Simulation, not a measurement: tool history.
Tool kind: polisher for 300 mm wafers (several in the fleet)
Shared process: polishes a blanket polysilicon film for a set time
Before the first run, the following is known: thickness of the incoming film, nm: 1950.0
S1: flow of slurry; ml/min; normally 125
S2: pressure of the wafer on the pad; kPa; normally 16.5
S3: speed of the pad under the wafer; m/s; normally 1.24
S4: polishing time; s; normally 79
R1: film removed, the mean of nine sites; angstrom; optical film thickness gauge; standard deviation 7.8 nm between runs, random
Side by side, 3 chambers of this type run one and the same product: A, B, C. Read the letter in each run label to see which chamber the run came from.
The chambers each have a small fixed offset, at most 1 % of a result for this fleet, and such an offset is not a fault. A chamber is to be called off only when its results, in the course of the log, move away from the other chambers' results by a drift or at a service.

run   hour   S1    S2    S3  S4      R1
 1C    9.0  125  16.5  1.24  79  7260.4
 2B   15.8  125  16.5  1.24  79  7281.8
 3A   21.9  125  16.5  1.24  79  7143.3
 4B   27.6  125  16.5  1.24  79  7305.8
 5C   33.5  125  16.5  1.24  79  7126.1
 6A   40.6  125  16.5  1.24  79  7103.4
      42.9  -- chamber B: worn pad replaced by a new one
      46.0  -- chamber B: head pressure recalibrated
 7A   46.7  125  16.5  1.24  79  7154.4
 8B   52.4   85  14.5  1.24  79  5731.4
      56.0  -- chamber C: worn pad replaced by a new one
 9C   56.8   85  14.5  1.24  79  5843.5
      58.6  -- chamber A: worn pad replaced by a new one
10B   64.6   85  14.5  1.24  79  5795.7
11A   70.6  125  16.5  1.24  79  7032.0
12C   78.7  125  16.5  1.24  79  7240.8
13A   83.5  125  16.5  1.24  62  5495.1
14B   91.7  125  16.5  1.24  62  5676.5
15C   99.6  125  16.5  1.24  62  5854.6
16C  108.1  125  16.5  1.24  79  7282.0
17B  114.1  125  16.5  1.24  79  7224.1
     118.6  -- chamber C: slurry nozzle cleaned
18A  122.5  125  16.5  1.24  79  6760.6
19C  126.5  125  13.8  1.24  53  4004.4
20A  132.0  125  13.8  1.24  53  3834.4
21B  136.0  125  13.8  1.24  53  3997.8
22A  141.1  125  16.5  1.24  79  6728.7
     146.4  -- chamber B: worn pad replaced by a new one
23C  146.4  125  16.5  1.24  79  7285.3
24B  153.3  125  16.5  1.24  79  7260.8
25C  159.0  125  16.5  1.24  79  7348.9
     165.7  -- chamber C: head pressure recalibrated
26B  166.1  125  16.5  1.24  79  7123.4
     171.4  -- chamber A: worn pad replaced by a new one
27A  172.9  125  16.5  1.24  79  6636.6
28B  177.5  125  16.5  1.24  79  7245.3
29C  181.6  125  16.5  1.24  79  7251.0
30A  186.1  125  16.5  1.24  79  6589.5
31B  191.4  125  16.5  1.24  79  7262.9
32C  195.6  125  15.2  1.24  94  7910.6
33A  202.7  125  15.2  1.24  94  7221.8
34B  208.2  125  15.2  1.24  94  7866.2
35A  213.4  125  16.5  1.24  79  6426.5
     218.4  -- chamber C: worn pad replaced by a new one
36C  220.8  125  16.5  1.24  79  7137.3
37A  227.4  125  16.5  1.24  79  6482.4
38C  231.3  125  16.5  1.24  79  7118.5

Is one chamber off against the others, does the gauge drift, or is nothing wrong? If a chamber is off, say which, and what the likeliest cause is.

One chamber, A, drifts off from the rest bit by bit.
What lies behind it: head's pressure below its setpoint, % = 10.8.
The log may not separate it from: slurry flow missing at the pad, %.

Here are 4 candidates for chamber A's next run, each the usual settings with a change, their results left as question marks. Which one brings its results back in line with what the others give on the usual settings?
To be in line, a result may differ from the other chambers' mean on the usual settings by at most: R1 270.0 angstrom
39A-1  237.8  125  15.9  1.16  79   ?
39A-2  237.8  125  16.5  1.32  84   ?
39A-3  237.8  125  16.5  1.22  78   ?
39A-4  237.8  125  16.5  1.24  81   ?

Usual-settings mean across the other chambers: R1 7212.4 angstrom
  run      R1
39A-1  5727.0
39A-2  7247.1
39A-3  6213.3
39A-4  6559.5
It is 39A-2 that realigns the chamber with its peers.

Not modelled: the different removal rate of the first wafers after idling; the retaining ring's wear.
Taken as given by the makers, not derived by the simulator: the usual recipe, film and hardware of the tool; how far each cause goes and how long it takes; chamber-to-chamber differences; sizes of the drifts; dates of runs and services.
